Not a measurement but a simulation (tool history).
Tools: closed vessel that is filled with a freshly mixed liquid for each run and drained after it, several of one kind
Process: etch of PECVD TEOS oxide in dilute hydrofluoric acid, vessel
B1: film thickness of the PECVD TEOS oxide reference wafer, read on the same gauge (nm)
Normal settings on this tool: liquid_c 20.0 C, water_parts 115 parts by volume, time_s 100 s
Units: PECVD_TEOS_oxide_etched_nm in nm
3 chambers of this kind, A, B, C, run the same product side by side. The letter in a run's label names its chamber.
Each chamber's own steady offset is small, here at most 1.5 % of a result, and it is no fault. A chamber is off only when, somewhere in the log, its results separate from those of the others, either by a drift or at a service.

{"hour": 0.5, "done": "chamber A: hydrofluoric acid flow meter replaced"}
{"run": "1A", "hour": 9.0, "liquid_c": 20.0, "water_parts": 115, "time_s": 100, "B1": 140.02, "PECVD_TEOS_oxide_etched_nm": 8.3806}
{"run": "2B", "hour": 18.2, "liquid_c": 20.0, "water_parts": 115, "time_s": 100, "B1": 140.01, "PECVD_TEOS_oxide_etched_nm": 8.2481}
{"run": "3C", "hour": 28.9, "liquid_c": 20.0, "water_parts": 115, "time_s": 100, "B1": 140.01, "PECVD_TEOS_oxide_etched_nm": 8.4186}
{"run": "4B", "hour": 36.4, "liquid_c": 20.0, "water_parts": 115, "time_s": 100, "B1": 139.99, "PECVD_TEOS_oxide_etched_nm": 8.2398}
{"run": "5A", "hour": 49.0, "liquid_c": 20.0, "water_parts": 115, "time_s": 100, "B1": 139.98, "PECVD_TEOS_oxide_etched_nm": 8.3505}
{"run": "6C", "hour": 59.0, "liquid_c": 20.0, "water_parts": 115, "time_s": 100, "B1": 139.99, "PECVD_TEOS_oxide_etched_nm": 8.3501}
{"run": "7B", "hour": 66.4, "liquid_c": 20.0, "water_parts": 115, "time_s": 100, "B1": 140.0, "PECVD_TEOS_oxide_etched_nm": 8.182}
{"run": "8A", "hour": 73.1, "liquid_c": 20.0, "water_parts": 115, "time_s": 100, "B1": 140.02, "PECVD_TEOS_oxide_etched_nm": 8.2941}
{"run": "9C", "hour": 85.4, "liquid_c": 20.0, "water_parts": 115, "time_s": 100, "B1": 139.98, "PECVD_TEOS_oxide_etched_nm": 8.479}
{"run": "10C", "hour": 95.7, "liquid_c": 20.0, "water_parts": 115, "time_s": 100, "B1": 139.99, "PECVD_TEOS_oxide_etched_nm": 8.4327}
{"run": "11B", "hour": 104.9, "liquid_c": 20.0, "water_parts": 115, "time_s": 100, "B1": 139.99, "PECVD_TEOS_oxide_etched_nm": 8.2968}
{"run": "12A", "hour": 119.3, "liquid_c": 20.0, "water_parts": 115, "time_s": 100, "B1": 140.0, "PECVD_TEOS_oxide_etched_nm": 8.2938}
{"run": "13B", "hour": 126.8, "liquid_c": 20.0, "water_parts": 115, "time_s": 100, "B1": 139.98, "PECVD_TEOS_oxide_etched_nm": 8.24}
{"hour": 127.3, "done": "chamber B: hydrofluoric acid flow meter replaced"}
{"run": "14A", "hour": 133.8, "liquid_c": 20.0, "water_parts": 115, "time_s": 100, "B1": 140.01, "PECVD_TEOS_oxide_etched_nm": 8.3409}
{"hour": 134.7, "done": "chamber A: thermometer replaced"}
{"run": "15C", "hour": 140.4, "liquid_c": 20.0, "water_parts": 115, "time_s": 100, "B1": 139.99, "PECVD_TEOS_oxide_etched_nm": 8.4347}
{"hour": 150.0, "done": "chamber B: thermometer replaced"}
{"run": "16C", "hour": 153.3, "liquid_c": 20.0, "water_parts": 115, "time_s": 100, "B1": 139.99, "PECVD_TEOS_oxide_etched_nm": 8.4511}
{"run": "17B", "hour": 168.2, "liquid_c": 20.0, "water_parts": 160, "time_s": 100, "B1": 140.0, "PECVD_TEOS_oxide_etched_nm": 5.573}
{"run": "18A", "hour": 174.6, "liquid_c": 20.0, "water_parts": 160, "time_s": 100, "B1": 140.0, "PECVD_TEOS_oxide_etched_nm": 5.7326}
{"run": "19A", "hour": 186.3, "liquid_c": 20.0, "water_parts": 160, "time_s": 100, "B1": 140.02, "PECVD_TEOS_oxide_etched_nm": 5.7634}
{"run": "20C", "hour": 195.8, "liquid_c": 18.5, "water_parts": 115, "time_s": 100, "B1": 140.02, "PECVD_TEOS_oxide_etched_nm": 7.9747}
{"run": "21B", "hour": 205.8, "liquid_c": 18.5, "water_parts": 115, "time_s": 100, "B1": 139.99, "PECVD_TEOS_oxide_etched_nm": 7.788}
{"run": "22A", "hour": 219.8, "liquid_c": 18.5, "water_parts": 115, "time_s": 100, "B1": 140.02, "PECVD_TEOS_oxide_etched_nm": 7.7602}
{"run": "23B", "hour": 230.4, "liquid_c": 20.0, "water_parts": 115, "time_s": 100, "B1": 139.99, "PECVD_TEOS_oxide_etched_nm": 8.2225}
{"run": "24C", "hour": 238.1, "liquid_c": 20.0, "water_parts": 115, "time_s": 100, "B1": 139.96, "PECVD_TEOS_oxide_etched_nm": 8.5656}
{"run": "25B", "hour": 246.7, "liquid_c": 20.0, "water_parts": 115, "time_s": 100, "B1": 139.99, "PECVD_TEOS_oxide_etched_nm": 8.2012}
{"run": "26C", "hour": 260.4, "liquid_c": 20.0, "water_parts": 115, "time_s": 100, "B1": 140.0, "PECVD_TEOS_oxide_etched_nm": 8.5711}
{"run": "27A", "hour": 271.4, "liquid_c": 20.0, "water_parts": 115, "time_s": 100, "B1": 139.97, "PECVD_TEOS_oxide_etched_nm": 8.3658}
{"run": "28C", "hour": 282.3, "liquid_c": 20.0, "water_parts": 115, "time_s": 100, "B1": 139.98, "PECVD_TEOS_oxide_etched_nm": 8.545}
{"run": "29A", "hour": 289.8, "liquid_c": 20.0, "water_parts": 115, "time_s": 100, "B1": 140.0, "PECVD_TEOS_oxide_etched_nm": 8.2684}
{"run": "30B", "hour": 297.1, "liquid_c": 20.0, "water_parts": 115, "time_s": 100, "B1": 139.98, "PECVD_TEOS_oxide_etched_nm": 8.2511}
{"run": "31C", "hour": 309.1, "liquid_c": 20.0, "water_parts": 115, "time_s": 100, "B1": 140.03, "PECVD_TEOS_oxide_etched_nm": 8.5794}
{"run": "32A", "hour": 320.4, "liquid_c": 20.0, "water_parts": 85, "time_s": 135, "B1": 139.98, "PECVD_TEOS_oxide_etched_nm": 15.568}
{"run": "33B", "hour": 334.9, "liquid_c": 20.0, "water_parts": 85, "time_s": 135, "B1": 139.99, "PECVD_TEOS_oxide_etched_nm": 15.709}
{"run": "34A", "hour": 344.9, "liquid_c": 20.0, "water_parts": 85, "time_s": 135, "B1": 140.01, "PECVD_TEOS_oxide_etched_nm": 15.598}
{"run": "35B", "hour": 352.7, "liquid_c": 20.0, "water_parts": 115, "time_s": 100, "B1": 139.99, "PECVD_TEOS_oxide_etched_nm": 8.2441}
{"run": "36C", "hour": 364.8, "liquid_c": 20.0, "water_parts": 115, "time_s": 100, "B1": 140.02, "PECVD_TEOS_oxide_etched_nm": 8.625}
{"run": "37C", "hour": 376.2, "liquid_c": 20.0, "water_parts": 115, "time_s": 100, "B1": 140.01, "PECVD_TEOS_oxide_etched_nm": 8.6456}
{"run": "38A", "hour": 383.5, "liquid_c": 20.0, "water_parts": 115, "time_s": 100, "B1": 140.03, "PECVD_TEOS_oxide_etched_nm": 8.4121}
{"run": "39B", "hour": 394.9, "liquid_c": 20.0, "water_parts": 115, "time_s": 100, "B1": 140.02, "PECVD_TEOS_oxide_etched_nm": 8.2498}
{"run": "40A", "hour": 404.0, "liquid_c": 23.0, "water_parts": 155, "time_s": 100, "B1": 140.01, "PECVD_TEOS_oxide_etched_nm": 6.7361}
{"run": "41B", "hour": 415.8, "liquid_c": 23.0, "water_parts": 155, "time_s": 100, "B1": 140.02, "PECVD_TEOS_oxide_etched_nm": 6.5205}
{"run": "42C", "hour": 423.2, "liquid_c": 23.0, "water_parts": 155, "time_s": 100, "B1": 139.97, "PECVD_TEOS_oxide_etched_nm": 6.9709}
{"run": "43C", "hour": 436.4, "liquid_c": 20.0, "water_parts": 115, "time_s": 100, "B1": 139.98, "PECVD_TEOS_oxide_etched_nm": 8.7069}
{"run": "44B", "hour": 443.6, "liquid_c": 20.0, "water_parts": 115, "time_s": 100, "B1": 139.99, "PECVD_TEOS_oxide_etched_nm": 8.3051}

Is one chamber off against the others, does the gauge drift, or is nothing wrong? If a chamber is off, say which, and what the likeliest cause is.

Little by little, chamber C moves away from the other chambers.
Cause: hydrofluoric acid flow above the setpoint (%) = 3.37.
The log may not separate it from: liquid hotter than its thermometer reads (K).

Which of the 4 candidates below, each the usual settings with something changed and its results left as question marks, puts chamber C back in line with what the other chambers give on the usual settings?
Allowed miss from the other chambers' usual-settings mean, per result, to count as in line: PECVD_TEOS_oxide_etched_nm 0.1400 nm
{"run": "45C-1", "hour": 454.2, "liquid_c": 18.0, "water_parts": 115, "time_s": 100, "PECVD_TEOS_oxide_etched_nm": "?"}
{"run": "45C-2", "hour": 454.2, "liquid_c": 20.0, "water_parts": 110, "time_s": 100, "PECVD_TEOS_oxide_etched_nm": "?"}
{"run": "45C-3", "hour": 454.2, "liquid_c": 20.0, "water_parts": 115, "time_s": 95, "PECVD_TEOS_oxide_etched_nm": "?"}
{"run": "45C-4", "hour": 454.2, "liquid_c": 22.0, "water_parts": 115, "time_s": 100, "PECVD_TEOS_oxide_etched_nm": "?"}

The mean the other chambers reach with the usual settings: PECVD_TEOS_oxide_etched_nm 8.2870 nm
run=45C-1 PECVD_TEOS_oxide_etched_nm=7.9770
run=45C-2 PECVD_TEOS_oxide_etched_nm=9.1167
run=45C-3 PECVD_TEOS_oxide_etched_nm=8.2382
run=45C-4 PECVD_TEOS_oxide_etched_nm=9.4126
45C-3 is the one that brings the chamber's results back in line with the other chambers.
